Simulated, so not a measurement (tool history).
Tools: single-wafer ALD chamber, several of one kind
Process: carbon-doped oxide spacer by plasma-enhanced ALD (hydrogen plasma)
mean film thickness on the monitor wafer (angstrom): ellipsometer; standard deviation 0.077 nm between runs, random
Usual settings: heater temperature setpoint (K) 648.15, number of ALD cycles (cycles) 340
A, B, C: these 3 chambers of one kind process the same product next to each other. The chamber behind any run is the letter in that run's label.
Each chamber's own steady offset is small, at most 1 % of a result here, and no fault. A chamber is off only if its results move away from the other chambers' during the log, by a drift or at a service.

run   hour  heater temperature setpoint (K)  number of ALD cycles (cycles)  hours since the last thermocouple change  read-back reference wafer on the same gauge, thickness_nm  mean film thickness on the monitor wafer (angstrom)
 1C   10.2                           648.15                            340                                     276.1                                                     20.099                                               169.66
 2B   21.5                           648.15                            340                                    1338.5                                                     20.109                                               170.85
 3A   28.1                           648.15                            340                                     734.2                                                     20.106                                               169.98
 4A   41.1                           648.15                            340                                     747.2                                                     20.120                                               169.61
 5B   49.0                           648.15                            340                                    1366.0                                                     20.096                                               172.32
 6C   60.3                           648.15                            340                                     326.2                                                     20.096                                               171.34
 7B   72.7                           638.15                            301                                    1389.7                                                     20.098                                               151.19
 8C   81.8                           638.15                            301                                     347.7                                                     20.101                                               152.38
 9A   94.7                           638.15                            301                                     800.8                                                     20.093                                               149.24
10A  103.7                           648.15                            340                                     809.8                                                     20.102                                               169.88
11B  115.1                           648.15                            340                                    1432.1                                                     20.101                                               172.07
12C  127.0                           648.15                            340                                     392.9                                                     20.106                                               172.01
13C  137.0                           648.15                            340                                     402.9                                                     20.101                                               171.74
14B  144.1                           648.15                            340                                    1461.1                                                     20.108                                               171.89
15A  155.3                           648.15                            340                                     861.4                                                     20.114                                               171.46
16A  165.0                           648.15                            340                                     871.1                                                     20.098                                               169.27
17B  173.3                           648.15                            340                                    1490.3                                                     20.115                                               171.73
18C  182.7                           660.15                            309                                     448.6                                                     20.089                                               156.09
19C  192.5                           660.15                            309                                     458.4                                                     20.128                                               156.62
20B  204.8                           660.15                            309                                    1521.8                                                     20.075                                               154.54
21A  212.5                           648.15                            340                                     918.6                                                     20.109                                               169.90
22B  219.7                           648.15                            340                                    1536.7                                                     20.109                                               169.96

Is one chamber off against the others, does the gauge drift, or is nothing wrong? If a chamber is off, say which, and what the likeliest cause is.

Nothing is wrong: each chamber keeps only its own small, steady offset and the gauge holds still.
